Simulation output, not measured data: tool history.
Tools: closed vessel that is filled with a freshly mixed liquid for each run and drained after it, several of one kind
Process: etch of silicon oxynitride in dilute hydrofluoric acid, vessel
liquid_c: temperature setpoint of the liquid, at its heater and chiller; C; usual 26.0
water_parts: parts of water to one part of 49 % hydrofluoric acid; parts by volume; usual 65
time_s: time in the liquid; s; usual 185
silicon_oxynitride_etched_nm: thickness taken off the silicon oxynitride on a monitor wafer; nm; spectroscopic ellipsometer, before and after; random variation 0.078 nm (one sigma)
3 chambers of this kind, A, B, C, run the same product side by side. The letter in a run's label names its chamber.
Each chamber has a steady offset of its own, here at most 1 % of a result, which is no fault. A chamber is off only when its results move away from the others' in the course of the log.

run   hour  liquid_c  water_parts  time_s  read-back film thickness of the silicon oxynitride reference wafer, read on the same gauge (nm)  silicon_oxynitride_etched_nm
 1C    7.6      26.0           65     185                                                                                          100.010                       10.0570
 2B   17.1      26.0           65     185                                                                                          100.010                       10.0600
 3A   26.8      26.0           65     185                                                                                           99.996                        9.9713
 4C   34.2      26.0           65     185                                                                                           99.981                       10.0930
 5A   39.7      29.0           50     185                                                                                           99.983                       15.2620
 6B   49.2      29.0           50     185                                                                                          100.010                       15.3180
 7A   58.8      29.0           50     185                                                                                           99.997                       15.6400
 8B   65.9      26.0           65     185                                                                                          100.000                        9.9996
 9C   73.7      26.0           65     185                                                                                          100.010                        9.9981
10B   84.5      26.0           65     185                                                                                           99.989                       10.0660
11A   91.7      26.0           65     185                                                                                          100.010                       10.4480
12C  102.6      30.5           65     185                                                                                          100.000                       12.5390
13A  111.7      30.5           65     185                                                                                           99.962                       12.8540
14B  121.1      30.5           65     185                                                                                          100.010                       12.3710
15C  127.4      21.5           65     185                                                                                           99.995                        8.0157
16A  135.6      21.5           65     185                                                                                           99.982                        8.5329
17B  141.5      21.5           65     185                                                                                          100.010                        8.1848
18C  151.8      26.0           65     185                                                                                           99.995                       10.1200
19B  162.1      26.0           65     185                                                                                           99.992                        9.9667
20C  172.4      26.0           65     185                                                                                          100.000                       10.1710
21A  178.3      24.0           65     185                                                                                           99.992                        9.8793
22A  186.3      24.0           65     185                                                                                          100.040                       10.0450

What goes on in this fleet: one chamber off, a drifting gauge, or nothing beyond the chambers' own small offsets? Name the chamber and the cause, if any.

Chamber A drifts away from the others.
Cause: liquid hotter than its thermometer reads (K) = 2.05.
The log may not tell that from: hydrofluoric acid flow above the setpoint (%).

Here are 4 candidates for chamber A's next run, each the usual settings with a change, their results left as question marks. Which one brings its results back in line with what the others give on the usual settings?
In line means no further than this from the other chambers' mean on the usual settings: silicon_oxynitride_etched_nm 0.2700 nm
23A-1  194.2      26.5           65     200                                                                                                                              ?
23A-2  194.2      25.0           75     185                                                                                                                              ?
23A-3  194.2      26.5           65     220                                                                                                                              ?
23A-4  194.2      24.0           65     185                                                                                                                              ?

The other chambers' mean on the usual settings: silicon_oxynitride_etched_nm 10.0170 nm
  run  silicon_oxynitride_etched_nm
23A-1                       12.1620
23A-2                        8.9927
23A-3                       13.3780
23A-4                       10.0110
23A-4 brings the chamber back in line.
